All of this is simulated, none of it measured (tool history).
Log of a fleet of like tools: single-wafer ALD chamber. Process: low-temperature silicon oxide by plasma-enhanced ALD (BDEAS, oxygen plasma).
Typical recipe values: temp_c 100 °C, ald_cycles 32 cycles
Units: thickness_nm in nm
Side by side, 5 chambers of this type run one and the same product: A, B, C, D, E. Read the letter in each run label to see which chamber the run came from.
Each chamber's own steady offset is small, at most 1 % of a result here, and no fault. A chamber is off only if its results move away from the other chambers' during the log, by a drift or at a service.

| run | day | temp_c | ald_cycles | hours since the last thermocouple change | read-back reference wafer on the same gauge, thickness_nm | thickness_nm |
|---|---|---|---|---|---|---|
| 1A | 0.183 | 100 | 32 | 1670.6 | 3.7608 | 4.6006 |
| 2E | 0.358 | 100 | 32 | 1154.6 | 3.7614 | 4.6146 |
| 3D | 0.579 | 100 | 32 | 1408.9 | 3.7630 | 4.5830 |
| 4C | 0.679 | 100 | 32 | 634.5 | 3.7653 | 4.5783 |
| 5B | 0.875 | 100 | 32 | 564.5 | 3.7643 | 4.5966 |
| 6B | 1.067 | 100 | 32 | 569.1 | 3.7629 | 4.5990 |
| 7E | 1.212 | 100 | 32 | 1175.1 | 3.7652 | 4.6183 |
| 8A | 1.375 | 100 | 32 | 1699.2 | 3.7662 | 4.5927 |
| 9C | 1.512 | 100 | 32 | 654.5 | 3.7679 | 4.5929 |
| 10D | 1.688 | 100 | 32 | 1435.5 | 3.7684 | 4.5819 |
| 11C | 1.808 | 100 | 32 | 661.6 | 3.7674 | 4.5933 |
| 12E | 1.917 | 100 | 32 | 1192.0 | 3.7684 | 4.6126 |
| 13D | 2.021 | 100 | 32 | 1443.5 | 3.7699 | 4.5970 |
| 14B | 2.117 | 100 | 32 | 594.3 | 3.7711 | 4.6071 |
| 15A | 2.225 | 85 | 32 | 1719.6 | 3.7703 | 4.8394 |
| 16D | 2.442 | 85 | 32 | 1453.6 | 3.7707 | 4.8475 |
| 17C | 2.592 | 85 | 32 | 680.4 | 3.7729 | 4.8462 |
| 18B | 2.758 | 85 | 32 | 609.7 | 3.7739 | 4.8507 |
| 19A | 2.946 | 85 | 32 | 1736.9 | 3.7748 | 4.8374 |
| 20E | 3.071 | 112 | 32 | 1219.7 | 3.7740 | 4.5323 |
| 21E | 3.196 | 112 | 32 | 1222.7 | 3.7755 | 4.5258 |
| 22A | 3.379 | 112 | 32 | 1747.3 | 3.7750 | 4.4996 |
| 23D | 3.479 | 112 | 32 | 1478.5 | 3.7753 | 4.5064 |
| 24C | 3.612 | 112 | 32 | 704.9 | 3.7761 | 4.5006 |
| 25B | 3.825 | 100 | 32 | 635.3 | 3.7781 | 4.5980 |
| 26A | 3.929 | 91 | 32 | 1760.5 | 3.7791 | 4.7478 |
| 27D | 4.054 | 91 | 32 | 1492.3 | 3.7777 | 4.7476 |
| 28B | 4.254 | 91 | 32 | 645.6 | 3.7804 | 4.7778 |
| 29E | 4.446 | 91 | 32 | 1252.7 | 3.7817 | 4.7881 |
| 30C | 4.650 | 91 | 32 | 729.8 | 3.7815 | 4.7633 |
| 31C | 4.788 | 100 | 32 | 733.1 | 3.7818 | 4.6180 |

Has any chamber moved away from the others, gradually or after a service, or does the common gauge drift, or do the chambers differ only by their own small steady offsets? State the chamber and the most likely cause if one applies.

No chamber is off; the gauge reading every chamber's wafers drifts, which makes the whole fleet appear to move together.
Most likely cause: gauge reads high (%) = 0.624.

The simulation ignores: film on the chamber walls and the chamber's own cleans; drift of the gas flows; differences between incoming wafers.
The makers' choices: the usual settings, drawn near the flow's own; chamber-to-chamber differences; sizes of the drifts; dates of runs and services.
